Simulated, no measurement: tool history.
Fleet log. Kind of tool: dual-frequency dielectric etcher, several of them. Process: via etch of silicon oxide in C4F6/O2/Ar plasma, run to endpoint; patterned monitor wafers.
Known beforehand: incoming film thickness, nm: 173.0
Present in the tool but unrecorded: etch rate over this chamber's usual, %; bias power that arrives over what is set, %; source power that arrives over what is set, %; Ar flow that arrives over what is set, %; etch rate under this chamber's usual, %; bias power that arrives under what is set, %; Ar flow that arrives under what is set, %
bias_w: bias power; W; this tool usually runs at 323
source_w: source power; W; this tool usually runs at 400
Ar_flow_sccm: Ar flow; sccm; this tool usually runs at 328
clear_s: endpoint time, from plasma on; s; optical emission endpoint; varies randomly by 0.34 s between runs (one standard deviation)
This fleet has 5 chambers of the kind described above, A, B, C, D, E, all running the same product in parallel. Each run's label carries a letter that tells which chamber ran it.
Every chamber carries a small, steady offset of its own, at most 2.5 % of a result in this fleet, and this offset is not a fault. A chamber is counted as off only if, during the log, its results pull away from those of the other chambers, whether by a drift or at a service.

run   hour  bias_w  source_w  Ar_flow_sccm  hours since the last wet clean  hours since the last bias power generator calibration  hours since the last source power generator calibration  hours since the last Ar flow controller change  clear_s
 1B    8.9     323       400           328                           262.1                                                 1428.6                                                   2637.1                                          2033.3   45.976
      11.9  -- chamber E: bias power generator calibrated
 2D     23     323       400           328                           197.2                                                   1059                                                   1761.7                                          4328.5   45.889
 3C   32.8     323       400           328                           489.4                                                 1666.4                                                   1538.2                                          2144.9   44.964
 4E   48.7     323       400           328                           347.7                                                   36.9                                                   1445.8                                          1580.3    44.88
 5A   62.7     323       400           328                           260.7                                                 1020.4                                                   3812.6                                          2435.8   45.641
 6A   71.6     323       400           328                           269.6                                                 1029.3                                                   3821.5                                          2444.7   45.088
 7D   87.6     323       400           328                           261.8                                                 1123.6                                                   1826.3                                          4393.1   45.661
 8E   99.1     323       400           328                           398.1                                                   87.3                                                   1496.2                                          1630.7   44.627
 9B  108.6     323       400           328                           361.8                                                 1528.3                                                   2736.8                                            2133   46.385
10C  123.2     323       400           328                           579.8                                                 1756.8                                                   1628.6                                          2235.3   44.953
11C    134     323       400           328                           590.6                                                 1767.6                                                   1639.4                                          2246.1   44.698
12E    146     323       400           328                             445                                                  134.2                                                   1543.1                                          1677.6    43.84
       148  -- chamber C: wet clean of the chamber
13B  155.8     323       400           328                             409                                                 1575.5                                                     2784                                          2180.2    45.88
14A  171.6     323       400           328                           369.6                                                 1129.3                                                   3921.5                                          2544.7   44.969
15D  184.4     383       400           328                           358.6                                                 1220.4                                                   1923.1                                          4489.9   43.276
16B  194.3     383       400           328                           447.5                                                   1614                                                   2822.5                                          2218.7   43.315
     196.5  -- chamber B: source power generator calibrated
17C  205.5     383       400           328                            57.6                                                 1839.1                                                   1710.9                                          2317.6   42.107
18D  219.5     383       400           328                           393.7                                                 1255.5                                                   1958.2                                            4525   43.128
19E  228.5     383       400           328                           527.5                                                  216.7                                                   1625.6                                          1760.1   41.227
20A    237     323       470           374                             435                                                 1194.7                                                   3986.9                                          2610.1   43.289
21C  252.6     323       470           374                           104.7                                                 1886.2                                                     1758                                          2364.7   43.202
22E  262.7     323       470           374                           561.7                                                  250.9                                                   1659.8                                          1794.3   42.008
23D  278.5     323       470           374                           452.7                                                 1314.5                                                   2017.2                                            4584   43.413
24A  292.6     323       470           374                           490.6                                                 1250.3                                                   4042.5                                          2665.7   43.088
     304.1  -- chamber A: source power generator calibrated
25B    307     323       400           328                           560.2                                                 1726.7                                                    110.5                                          2331.4   45.966
26E  314.4     323       400           328                           613.4                                                  302.6                                                   1711.5                                            1846   43.113
27C  325.7     323       400           328                           177.8                                                 1959.3                                                   1831.1                                          2437.8   45.168
28D  334.6     323       400           328                           508.8                                                 1370.6                                                   2073.3                                          4640.1   45.869
     340.4  -- chamber A: wet clean of the chamber
29B  342.3     323       400           328                           595.5                                                   1762                                                    145.8                                          2366.7   46.503
     348.2  -- chamber B: wet clean of the chamber
30A  353.2     323       400           328                            12.8                                                 1310.9                                                     49.2                                          2726.3   45.259
31B  366.2     323       400           328                            18.1                                                 1785.9                                                    169.7                                          2390.6   46.584
32D  377.4     323       400           328                           551.6                                                 1413.4                                                   2116.1                                          4682.9   45.861
33E    391     323       400           328                             690                                                  379.2                                                   1788.1                                          1922.6    42.89

Next, all 5 chambers run the settings below, one line each with question marks for the results. What does each chamber give?
34A  402.7     323       400           302                                                                                                                                                                                                        ?
34B  402.7     323       400           302                                                                                                                                                                                                        ?
34C  402.7     323       400           302                                                                                                                                                                                                        ?
34D  402.7     323       400           302                                                                                                                                                                                                        ?
34E  402.7     323       400           302                                                                                                                                                                                                        ?

run  clear_s
34A   45.231
34B   45.304
34C   44.177
34D   44.858
34E   42.019
